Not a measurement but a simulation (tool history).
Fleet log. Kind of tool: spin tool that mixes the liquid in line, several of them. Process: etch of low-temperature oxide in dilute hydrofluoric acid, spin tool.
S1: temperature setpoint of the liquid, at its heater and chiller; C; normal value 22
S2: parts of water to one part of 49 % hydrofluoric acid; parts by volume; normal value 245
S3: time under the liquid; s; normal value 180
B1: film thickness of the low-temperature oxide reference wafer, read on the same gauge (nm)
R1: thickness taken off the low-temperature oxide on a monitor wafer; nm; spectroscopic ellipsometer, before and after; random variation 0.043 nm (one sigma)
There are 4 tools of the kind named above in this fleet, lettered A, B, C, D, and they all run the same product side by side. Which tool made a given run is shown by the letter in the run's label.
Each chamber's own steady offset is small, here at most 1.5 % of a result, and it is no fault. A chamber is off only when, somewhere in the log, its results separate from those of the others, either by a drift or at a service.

Run 1A, hour 4.8: usual settings; B1 59.995. Result: R1 6.2193 nm.
Run 2B, hour 11.2: usual settings; B1 60.005. Result: R1 6.2348 nm.
Run 3D, hour 15.5: usual settings; B1 59.999. Result: R1 6.1425 nm.
Run 4C, hour 18.8: usual settings; B1 60.013. Result: R1 6.0771 nm.
Run 5B, hour 24.5: usual settings; B1 59.996. Result: R1 6.2538 nm.
Run 6D, hour 28.6: usual settings but S1 19 C, S2 180 parts by volume; B1 59.998. Result: R1 7.8727 nm.
Run 7C, hour 31.6: usual settings but S1 19 C, S2 180 parts by volume; B1 59.987. Result: R1 8.027 nm.
At hour 33.9: chamber C: hydrofluoric acid flow meter replaced.
Run 8A, hour 37.2: usual settings but S1 19 C, S2 180 parts by volume; B1 60.004. Result: R1 8.0144 nm.
At hour 39.9: chamber D: hydrofluoric acid flow meter replaced.
Run 9B, hour 41.9: usual settings but S1 19 C, S2 180 parts by volume; B1 60.004. Result: R1 8.1179 nm.
Run 10A, hour 46.7: usual settings; B1 59.993. Result: R1 6.1335 nm.
Run 11D, hour 52.6: usual settings; B1 60.013. Result: R1 6.0423 nm.
Run 12C, hour 56.5: usual settings; B1 60.013. Result: R1 6.0938 nm.
Run 13C, hour 59.9: usual settings; B1 60.003. Result: R1 6.2614 nm.
Run 14A, hour 64.6: usual settings; B1 59.985. Result: R1 5.9723 nm.
Run 15D, hour 67.6: usual settings; B1 60.029. Result: R1 6.0682 nm.
Run 16B, hour 73.3: usual settings; B1 60.011. Result: R1 6.1915 nm.
Run 17B, hour 78.8: usual settings; B1 59.984. Result: R1 6.2664 nm.
Run 18C, hour 82.2: usual settings; B1 59.982. Result: R1 6.1055 nm.
Run 19A, hour 86.2: usual settings; B1 60.007. Result: R1 5.8013 nm.
At hour 88.9: chamber B: thermometer replaced.
Run 20D, hour 89.8: usual settings; B1 59.993. Result: R1 6.0513 nm.
Run 21A, hour 93.3: usual settings; B1 59.992. Result: R1 5.7906 nm.
Run 22D, hour 97.8: usual settings; B1 59.999. Result: R1 6.0452 nm.
Run 23C, hour 102.3: usual settings; B1 60.02. Result: R1 6.1675 nm.
Run 24B, hour 107.5: usual settings; B1 60. Result: R1 6.2462 nm.

For the next run the whole fleet of 4 chambers uses the same settings. Give each chamber's results:
Run 25A, hour 112.3: usual settings but S1 25 C. Result: R1 ?.
Run 25B, hour 112.3: usual settings but S1 25 C. Result: R1 ?.
Run 25C, hour 112.3: usual settings but S1 25 C. Result: R1 ?.
Run 25D, hour 112.3: usual settings but S1 25 C. Result: R1 ?.

run      R1
25A  6.3583
25B  6.8959
25C  6.8971
25D  6.8134
